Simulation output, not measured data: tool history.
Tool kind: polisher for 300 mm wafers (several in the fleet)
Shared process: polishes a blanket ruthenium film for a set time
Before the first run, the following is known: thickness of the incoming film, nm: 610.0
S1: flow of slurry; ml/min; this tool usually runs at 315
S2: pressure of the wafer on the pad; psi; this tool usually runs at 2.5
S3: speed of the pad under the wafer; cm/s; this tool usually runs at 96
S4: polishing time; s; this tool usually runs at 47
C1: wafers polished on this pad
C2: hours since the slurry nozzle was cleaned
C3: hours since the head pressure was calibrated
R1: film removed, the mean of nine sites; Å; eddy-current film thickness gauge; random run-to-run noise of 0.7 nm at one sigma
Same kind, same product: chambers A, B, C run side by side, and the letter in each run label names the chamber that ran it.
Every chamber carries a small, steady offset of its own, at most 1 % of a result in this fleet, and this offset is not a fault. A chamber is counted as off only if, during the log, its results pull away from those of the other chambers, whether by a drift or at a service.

{"run": "1A", "hour": 7.6, "S1": 315, "S2": 2.5, "S3": 96, "S4": 47, "C1": 688, "C2": 327.3, "C3": 237.6, "R1": 554.62}
{"hour": 8.3, "done": "chamber B: worn pad replaced by a new one"}
{"run": "2B", "hour": 17.8, "S1": 315, "S2": 2.5, "S3": 96, "S4": 47, "C1": 114, "C2": 307.6, "C3": 816.6, "R1": 545.48}
{"hour": 21.5, "done": "chamber C: worn pad replaced by a new one"}
{"run": "3C", "hour": 31.4, "S1": 315, "S2": 2.5, "S3": 96, "S4": 47, "C1": 118, "C2": 629.2, "C3": 297.3, "R1": 549.56}
{"hour": 36.1, "done": "chamber A: worn pad replaced by a new one"}
{"run": "4B", "hour": 39.2, "S1": 315, "S2": 2.5, "S3": 96, "S4": 47, "C1": 371, "C2": 329, "C3": 838, "R1": 543.39}
{"run": "5C", "hour": 45.4, "S1": 315, "S2": 2.5, "S3": 96, "S4": 47, "C1": 286, "C2": 643.2, "C3": 311.3, "R1": 546.34}
{"run": "6A", "hour": 58.0, "S1": 315, "S2": 2.5, "S3": 96, "S4": 47, "C1": 263, "C2": 377.7, "C3": 288, "R1": 562.5}
{"hour": 63.4, "done": "chamber B: worn pad replaced by a new one"}
{"run": "7C", "hour": 70.3, "S1": 315, "S2": 2.5, "S3": 96, "S4": 47, "C1": 585, "C2": 668.1, "C3": 336.2, "R1": 545.16}
{"run": "8A", "hour": 83.9, "S1": 315, "S2": 2.5, "S3": 96, "S4": 47, "C1": 574, "C2": 403.6, "C3": 313.9, "R1": 544.88}
{"hour": 90.9, "done": "chamber C: head pressure recalibrated"}
{"run": "9B", "hour": 92.0, "S1": 315, "S2": 2.5, "S3": 96, "S4": 47, "C1": 343, "C2": 381.8, "C3": 890.8, "R1": 549.08}
{"run": "10B", "hour": 101.4, "S1": 315, "S2": 2.5, "S3": 96, "S4": 47, "C1": 456, "C2": 391.2, "C3": 900.2, "R1": 533.72}
{"hour": 105.4, "done": "chamber C: worn pad replaced by a new one"}
{"run": "11C", "hour": 112.1, "S1": 315, "S2": 2.5, "S3": 96, "S4": 47, "C1": 81, "C2": 709.9, "C3": 21.3, "R1": 555.32}
{"hour": 116.9, "done": "chamber A: worn pad replaced by a new one"}
{"hour": 121.2, "done": "chamber B: worn pad replaced by a new one"}
{"run": "12A", "hour": 122.1, "S1": 315, "S2": 2.5, "S3": 96, "S4": 47, "C1": 63, "C2": 441.8, "C3": 352.1, "R1": 538.82}
{"run": "13C", "hour": 130.0, "S1": 315, "S2": 2.5, "S3": 96, "S4": 47, "C1": 296, "C2": 727.8, "C3": 39.2, "R1": 544.03}
{"run": "14B", "hour": 141.1, "S1": 315, "S2": 2.5, "S3": 96, "S4": 47, "C1": 239, "C2": 430.9, "C3": 939.9, "R1": 539.81}
{"run": "15A", "hour": 148.4, "S1": 315, "S2": 2.5, "S3": 96, "S4": 47, "C1": 378, "C2": 468.1, "C3": 378.4, "R1": 533.87}
{"run": "16B", "hour": 155.8, "S1": 315, "S2": 2.5, "S3": 96, "S4": 47, "C1": 416, "C2": 445.6, "C3": 954.6, "R1": 544.72}
{"run": "17C", "hour": 166.3, "S1": 400, "S2": 2.5, "S3": 76, "S4": 47, "C1": 731, "C2": 764.1, "C3": 75.5, "R1": 434.59}
{"hour": 175.2, "done": "chamber A: slurry nozzle cleaned"}
{"run": "18A", "hour": 179.2, "S1": 400, "S2": 2.5, "S3": 76, "S4": 47, "C1": 748, "C2": 4, "C3": 409.2, "R1": 425.52}
{"hour": 191.8, "done": "chamber B: worn pad replaced by a new one"}
{"run": "19C", "hour": 193.4, "S1": 400, "S2": 2.5, "S3": 76, "S4": 47, "C1": 1056, "C2": 791.2, "C3": 102.6, "R1": 443.26}
{"run": "20A", "hour": 204.3, "S1": 315, "S2": 2.5, "S3": 96, "S4": 47, "C1": 1049, "C2": 29.1, "C3": 434.3, "R1": 511.16}
{"hour": 204.5, "done": "chamber C: worn pad replaced by a new one"}
{"hour": 206.1, "done": "chamber A: worn pad replaced by a new one"}
{"run": "21B", "hour": 210.8, "S1": 315, "S2": 2.5, "S3": 96, "S4": 47, "C1": 228, "C2": 500.6, "C3": 1009.6, "R1": 540.24}
{"run": "22A", "hour": 217.0, "S1": 315, "S2": 2.5, "S3": 96, "S4": 47, "C1": 130, "C2": 41.8, "C3": 447, "R1": 513.65}
{"run": "23B", "hour": 226.1, "S1": 315, "S2": 2.5, "S3": 96, "S4": 40, "C1": 411, "C2": 515.9, "C3": 1024.9, "R1": 456.52}
{"run": "24C", "hour": 238.6, "S1": 315, "S2": 2.5, "S3": 96, "S4": 40, "C1": 409, "C2": 836.4, "C3": 147.8, "R1": 469.55}
{"run": "25B", "hour": 250.4, "S1": 315, "S2": 2.5, "S3": 96, "S4": 40, "C1": 703, "C2": 540.2, "C3": 1049.2, "R1": 463.85}
{"hour": 250.9, "done": "chamber B: worn pad replaced by a new one"}
{"run": "26C", "hour": 262.1, "S1": 315, "S2": 2.5, "S3": 96, "S4": 47, "C1": 691, "C2": 859.9, "C3": 171.3, "R1": 549.74}
{"hour": 262.2, "done": "chamber B: head pressure recalibrated"}
{"run": "27A", "hour": 269.7, "S1": 315, "S2": 2.5, "S3": 96, "S4": 47, "C1": 763, "C2": 94.5, "C3": 499.7, "R1": 500.44}
{"run": "28A", "hour": 282.8, "S1": 315, "S2": 2.5, "S3": 96, "S4": 47, "C1": 920, "C2": 107.6, "C3": 512.8, "R1": 491.27}
{"hour": 288.8, "done": "chamber C: worn pad replaced by a new one"}
{"run": "29C", "hour": 291.6, "S1": 315, "S2": 2.5, "S3": 96, "S4": 47, "C1": 33, "C2": 889.4, "C3": 200.8, "R1": 552.79}
{"run": "30B", "hour": 300.2, "S1": 315, "S2": 2.5, "S3": 96, "S4": 47, "C1": 592, "C2": 590, "C3": 38, "R1": 544.9}
{"run": "31A", "hour": 309.3, "S1": 315, "S2": 2.5, "S3": 96, "S4": 47, "C1": 1238, "C2": 134.1, "C3": 539.3, "R1": 494.27}

Is one chamber off against the others, does the gauge drift, or is nothing wrong? If a chamber is off, say which, and what the likeliest cause is.

One chamber, A, drifts off from the rest bit by bit.
Likeliest cause: head's pressure below its setpoint, % = 11.2.

Which of the 4 candidates below, each the usual settings with something changed and its results left as question marks, puts chamber A back in line with what the other chambers give on the usual settings?
A result is in line if it is within this distance of the other chambers' mean on the usual settings: R1 24 Å
{"run": "32A-1", "hour": 319.5, "S1": 315, "S2": 2.4, "S3": 96, "S4": 47, "R1": "?"}
{"run": "32A-2", "hour": 319.5, "S1": 315, "S2": 2.5, "S3": 98, "S4": 48, "R1": "?"}
{"run": "32A-3", "hour": 319.5, "S1": 320, "S2": 2.8, "S3": 96, "S4": 47, "R1": "?"}
{"run": "32A-4", "hour": 319.5, "S1": 315, "S2": 2.5, "S3": 86, "S4": 47, "R1": "?"}

Usual-settings mean across the other chambers: R1 546.95 Å
run=32A-1 R1=469.56
run=32A-2 R1=509.92
run=32A-3 R1=549.07
run=32A-4 R1=439.05
32A-3 puts the chamber back in line with the other chambers.

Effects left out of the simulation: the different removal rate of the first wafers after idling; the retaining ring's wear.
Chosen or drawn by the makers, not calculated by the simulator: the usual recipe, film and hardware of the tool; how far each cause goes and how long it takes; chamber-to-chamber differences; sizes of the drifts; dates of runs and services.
